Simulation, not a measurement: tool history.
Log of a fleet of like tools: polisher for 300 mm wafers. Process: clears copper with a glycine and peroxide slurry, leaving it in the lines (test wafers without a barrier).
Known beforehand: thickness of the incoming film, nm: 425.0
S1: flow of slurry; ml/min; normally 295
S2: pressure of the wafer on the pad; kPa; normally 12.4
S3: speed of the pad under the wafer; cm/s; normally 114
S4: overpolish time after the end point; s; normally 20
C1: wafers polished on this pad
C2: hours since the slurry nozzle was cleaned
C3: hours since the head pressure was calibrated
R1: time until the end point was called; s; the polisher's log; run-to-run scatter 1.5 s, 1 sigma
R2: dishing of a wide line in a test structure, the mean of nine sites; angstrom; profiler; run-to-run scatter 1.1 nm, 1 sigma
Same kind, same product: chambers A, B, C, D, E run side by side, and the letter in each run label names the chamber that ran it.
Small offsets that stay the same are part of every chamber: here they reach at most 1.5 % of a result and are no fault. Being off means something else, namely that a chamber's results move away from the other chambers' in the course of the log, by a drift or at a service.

run   hour   S1    S2   S3  S4    C1     C2     C3      R1      R2
 1D    7.6  295  12.4  114  20   727  209.0   52.9  96.345  553.37
       9.2  -- chamber E: worn pad replaced by a new one
 2C   19.6  295  12.4  114  20   223  312.1  838.6  94.303  535.12
      25.1  -- chamber C: slurry nozzle cleaned
 3A   33.3  295  12.4  114  20   755  386.9  368.3  94.605  549.89
      43.3  -- chamber A: slurry nozzle cleaned
 4E   45.3  295  12.4  114  20   295  311.7  335.9  95.186  542.07
 5B   55.9  295  12.4  114  20   620  474.1  145.2  93.621  535.22
      58.9  -- chamber D: worn pad replaced by a new one
 6C   67.6  295  12.4  114  20   615   42.6  886.6  92.764  557.49
      71.6  -- chamber B: worn pad replaced by a new one
 7D   77.8  295  12.4  114  20   154  279.2  123.1  93.563  562.27
      83.6  -- chamber A: worn pad replaced by a new one
 8B   88.8  295  12.4  114  20   141  507.0  178.1  96.495  550.91
      92.0  -- chamber C: worn pad replaced by a new one
      93.6  -- chamber B: slurry nozzle cleaned
 9E   96.5  295  12.4  114  20   713  362.9  387.1  95.889  549.99
10A  105.1  295  12.4  114  20   175   61.9  440.1  95.311  555.79
     108.7  -- chamber D: slurry nozzle cleaned
     110.6  -- chamber C: head pressure recalibrated
11B  118.8  295  12.4  114   9   386   25.2  208.1  93.098  295.16
     122.8  -- chamber E: worn pad replaced by a new one
12C  127.4  295  12.4  114   9   290  102.4   16.9  94.079  284.95
13D  137.4  295  12.4  114   9   641   28.8  182.7  96.852  275.65
14A  151.4  295  12.4  114   9   554  108.2  486.4  94.794  280.00
15E  161.6  295  12.4  114   9   317  428.0  452.2  95.018  296.95
     174.5  -- chamber B: worn pad replaced by a new one
16B  177.4  295  12.4  114  20    24   83.8  266.7  93.623  563.78
17E  186.1  295  12.4  114  20   518  452.5  476.7  95.940  570.98
     190.5  -- chamber D: worn pad replaced by a new one
     190.9  -- chamber C: worn pad replaced by a new one
18A  195.6  295  12.4  114  20   915  152.4  530.6  95.752  540.68
     201.8  -- chamber A: worn pad replaced by a new one
19D  207.8  295  12.4  114  20   142   99.2  253.1  97.798  547.15
20C  223.1  295  12.4  114  20   263  198.1  112.6  93.317  540.70
21D  230.5  295  12.4  114  20   327  121.9  275.8  92.931  551.56
     243.7  -- chamber E: worn pad replaced by a new one
22C  245.3  295  12.4  114  20   445  220.3  134.8  93.298  553.43
23A  257.5  295  12.4  114  20   455  214.3  592.5  95.259  533.85
     266.5  -- chamber B: worn pad replaced by a new one
24B  272.0  295  12.4  114  20    45  178.4  361.3  94.114  528.69
25E  286.2  295  15.2  114  13   347  552.6  576.8  79.516  461.14
26E  296.0  295  15.2  114  13   428  562.4  586.6  81.669  444.47
     301.5  -- chamber D: worn pad replaced by a new one
27D  305.4  295  15.2  114  13    32  196.8  350.7  82.865  443.08
     307.6  -- chamber C: worn pad replaced by a new one
28C  312.4  295  15.2  114  13    39  287.4  201.9  78.561  450.13
     315.2  -- chamber C: slurry nozzle cleaned
29B  323.8  295  15.2  114  13   468  230.2  413.1  79.134  433.43
30A  338.5  295  12.4  114  20  1117  295.3  673.5  97.927  539.84
     347.7  -- chamber A: worn pad replaced by a new one
31C  353.7  295  12.4  114  20   376   38.6  243.2  93.632  549.82
     362.2  -- chamber E: worn pad replaced by a new one
32E  366.9  295  12.4  114  20    38  633.3  657.5  95.724  556.40
     373.3  -- chamber B: worn pad replaced by a new one
     377.0  -- chamber A: slurry nozzle cleaned
33A  379.8  295  12.4  114  20   262    2.9  714.8  92.429  569.04
34D  392.6  295  12.4  114  20   745  284.0  437.9  95.028  553.68
     401.7  -- chamber C: worn pad replaced by a new one
35B  401.7  295  12.4  114  20   232  308.1  491.0  95.445  548.41
36B  413.7  295  12.4  114  20   331  320.1  503.0  93.010  565.14
37E  423.2  295  12.4  114  20   498  689.6  713.8  93.889  532.08
38C  437.4  295  12.4  114  20   292  122.3  326.9  91.227  556.98
     440.7  -- chamber E: head pressure recalibrated
     444.7  -- chamber D: worn pad replaced by a new one
39D  448.1  295  12.4  114  20    28  339.5  493.4  99.532  555.32
40A  463.3  240  12.4  114  11   945   86.4  798.3  97.104  328.73
     471.2  -- chamber D: slurry nozzle cleaned
41C  474.0  240  12.4  114  11   591  158.9  363.5  94.973  337.60
     475.7  -- chamber E: worn pad replaced by a new one
42E  482.9  240  12.4  114  11    59  749.3   42.2  97.560  337.29
     488.6  -- chamber A: worn pad replaced by a new one
43A  495.3  240  12.4  114  11    55  118.4  830.3  95.849  344.51
44D  510.9  240  12.4  114  11   542   39.8  556.2  98.228  336.28

Does one chamber stand apart from the rest, does the shared gauge drift, or is all well apart from small per-chamber offsets? Give the chamber and the most likely cause, where there is one.

No chamber stands off beyond its own small offset, and the gauge holds steady.
